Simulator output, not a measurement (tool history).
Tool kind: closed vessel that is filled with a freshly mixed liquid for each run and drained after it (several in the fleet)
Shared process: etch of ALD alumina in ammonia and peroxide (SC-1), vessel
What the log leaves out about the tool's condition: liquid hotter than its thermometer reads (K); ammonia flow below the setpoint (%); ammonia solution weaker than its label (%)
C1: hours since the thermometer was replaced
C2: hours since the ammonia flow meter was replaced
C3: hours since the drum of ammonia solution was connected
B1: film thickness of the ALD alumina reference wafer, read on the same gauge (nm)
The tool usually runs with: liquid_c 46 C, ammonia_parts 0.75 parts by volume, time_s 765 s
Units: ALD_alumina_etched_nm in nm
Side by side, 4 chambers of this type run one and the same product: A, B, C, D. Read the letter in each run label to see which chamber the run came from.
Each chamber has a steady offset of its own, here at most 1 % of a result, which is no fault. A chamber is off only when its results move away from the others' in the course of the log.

run 1B day=0.425 | liquid_c=46 ammonia_parts=0.75 time_s=765 | C1=79.0 C2=701.3 C3=234.3 | B1=129.98 | ALD_alumina_etched_nm=27.621
run 2D day=0.854 | liquid_c=46 ammonia_parts=0.75 time_s=765 | C1=745.6 C2=561.8 C3=812.0 | B1=129.99 | ALD_alumina_etched_nm=27.430
-- day=0.988 chamber D: new drum of ammonia solution connected
run 3C day=1.154 | liquid_c=46 ammonia_parts=0.75 time_s=765 | C1=994.4 C2=1423.8 C3=782.5 | B1=130.05 | ALD_alumina_etched_nm=27.865
run 4A day=1.421 | liquid_c=46 ammonia_parts=0.75 time_s=765 | C1=2087.3 C2=557.9 C3=166.9 | B1=129.98 | ALD_alumina_etched_nm=27.898
run 5C day=1.700 | liquid_c=46 ammonia_parts=0.75 time_s=765 | C1=1007.5 C2=1436.9 C3=795.6 | B1=129.99 | ALD_alumina_etched_nm=28.275
run 6B day=2.071 | liquid_c=46 ammonia_parts=0.75 time_s=765 | C1=118.5 C2=740.8 C3=273.8 | B1=129.98 | ALD_alumina_etched_nm=27.915
run 7D day=2.442 | liquid_c=46 ammonia_parts=0.75 time_s=765 | C1=783.7 C2=599.9 C3=34.9 | B1=130.01 | ALD_alumina_etched_nm=27.541
run 8A day=2.796 | liquid_c=46 ammonia_parts=0.75 time_s=765 | C1=2120.3 C2=590.9 C3=199.9 | B1=129.99 | ALD_alumina_etched_nm=27.936
run 9C day=3.167 | liquid_c=46 ammonia_parts=0.75 time_s=765 | C1=1042.7 C2=1472.1 C3=830.8 | B1=129.98 | ALD_alumina_etched_nm=28.109
run 10D day=3.567 | liquid_c=46 ammonia_parts=0.75 time_s=765 | C1=810.7 C2=626.9 C3=61.9 | B1=129.99 | ALD_alumina_etched_nm=27.541
run 11A day=3.838 | liquid_c=46 ammonia_parts=0.75 time_s=765 | C1=2145.3 C2=615.9 C3=224.9 | B1=130.01 | ALD_alumina_etched_nm=28.798
run 12B day=4.092 | liquid_c=46 ammonia_parts=0.75 time_s=765 | C1=167.0 C2=789.3 C3=322.3 | B1=129.99 | ALD_alumina_etched_nm=27.870
-- day=4.242 chamber D: thermometer replaced
run 13C day=4.408 | liquid_c=46 ammonia_parts=0.75 time_s=765 | C1=1072.5 C2=1501.9 C3=860.6 | B1=130.00 | ALD_alumina_etched_nm=27.900
run 14D day=4.608 | liquid_c=46 ammonia_parts=0.75 time_s=765 | C1=8.8 C2=651.9 C3=86.9 | B1=130.01 | ALD_alumina_etched_nm=27.742
run 15B day=4.979 | liquid_c=46 ammonia_parts=0.75 time_s=765 | C1=188.3 C2=810.6 C3=343.6 | B1=129.97 | ALD_alumina_etched_nm=28.058
run 16A day=5.362 | liquid_c=46 ammonia_parts=0.75 time_s=765 | C1=2181.9 C2=652.5 C3=261.5 | B1=130.02 | ALD_alumina_etched_nm=29.235
run 17D day=5.800 | liquid_c=46 ammonia_parts=0.75 time_s=765 | C1=37.4 C2=680.5 C3=115.5 | B1=129.99 | ALD_alumina_etched_nm=27.684
run 18B day=6.058 | liquid_c=46 ammonia_parts=0.75 time_s=765 | C1=214.2 C2=836.5 C3=369.5 | B1=129.98 | ALD_alumina_etched_nm=27.589
run 19C day=6.438 | liquid_c=41 ammonia_parts=0.75 time_s=1185 | C1=1121.2 C2=1550.6 C3=909.3 | B1=129.98 | ALD_alumina_etched_nm=32.191
run 20A day=6.862 | liquid_c=41 ammonia_parts=0.75 time_s=1185 | C1=2217.9 C2=688.5 C3=297.5 | B1=130.00 | ALD_alumina_etched_nm=34.236
run 21C day=7.292 | liquid_c=41 ammonia_parts=0.75 time_s=1185 | C1=1141.7 C2=1571.1 C3=929.8 | B1=129.99 | ALD_alumina_etched_nm=32.377
run 22B day=7.571 | liquid_c=41 ammonia_parts=0.75 time_s=1185 | C1=250.5 C2=872.8 C3=405.8 | B1=129.98 | ALD_alumina_etched_nm=32.453
run 23D day=7.971 | liquid_c=46 ammonia_parts=0.75 time_s=765 | C1=89.5 C2=732.6 C3=167.6 | B1=129.99 | ALD_alumina_etched_nm=27.422
run 24A day=8.412 | liquid_c=46 ammonia_parts=0.75 time_s=765 | C1=2255.1 C2=725.7 C3=334.7 | B1=130.00 | ALD_alumina_etched_nm=30.517

Does one chamber stand apart from the rest, does the shared gauge drift, or is all well apart from small per-chamber offsets? Give the chamber and the most likely cause, where there is one.

Chamber A drifts away from the others.
Most likely cause: liquid hotter than its thermometer reads (K) = 1.5.

Here are 4 candidates for chamber A's next run, each the usual settings with a change, their results left as question marks. Which one brings its results back in line with what the others give on the usual settings?
In line means no further than this from the other chambers' mean on the usual settings: ALD_alumina_etched_nm 0.580 nm
run 25A-1 day=8.733 | liquid_c=47.0 ammonia_parts=0.75 time_s=800 | ALD_alumina_etched_nm=?
run 25A-2 day=8.733 | liquid_c=44.5 ammonia_parts=0.75 time_s=690 | ALD_alumina_etched_nm=?
run 25A-3 day=8.733 | liquid_c=46.0 ammonia_parts=0.75 time_s=920 | ALD_alumina_etched_nm=?
run 25A-4 day=8.733 | liquid_c=46.0 ammonia_parts=0.75 time_s=695 | ALD_alumina_etched_nm=?

Average result of the remaining chambers running the usual settings: ALD_alumina_etched_nm 27.782 nm
run=25A-1 ALD_alumina_etched_nm=33.875
run=25A-2 ALD_alumina_etched_nm=25.341
run=25A-3 ALD_alumina_etched_nm=36.803
run=25A-4 ALD_alumina_etched_nm=27.803
25A-4 brings the chamber back in line.

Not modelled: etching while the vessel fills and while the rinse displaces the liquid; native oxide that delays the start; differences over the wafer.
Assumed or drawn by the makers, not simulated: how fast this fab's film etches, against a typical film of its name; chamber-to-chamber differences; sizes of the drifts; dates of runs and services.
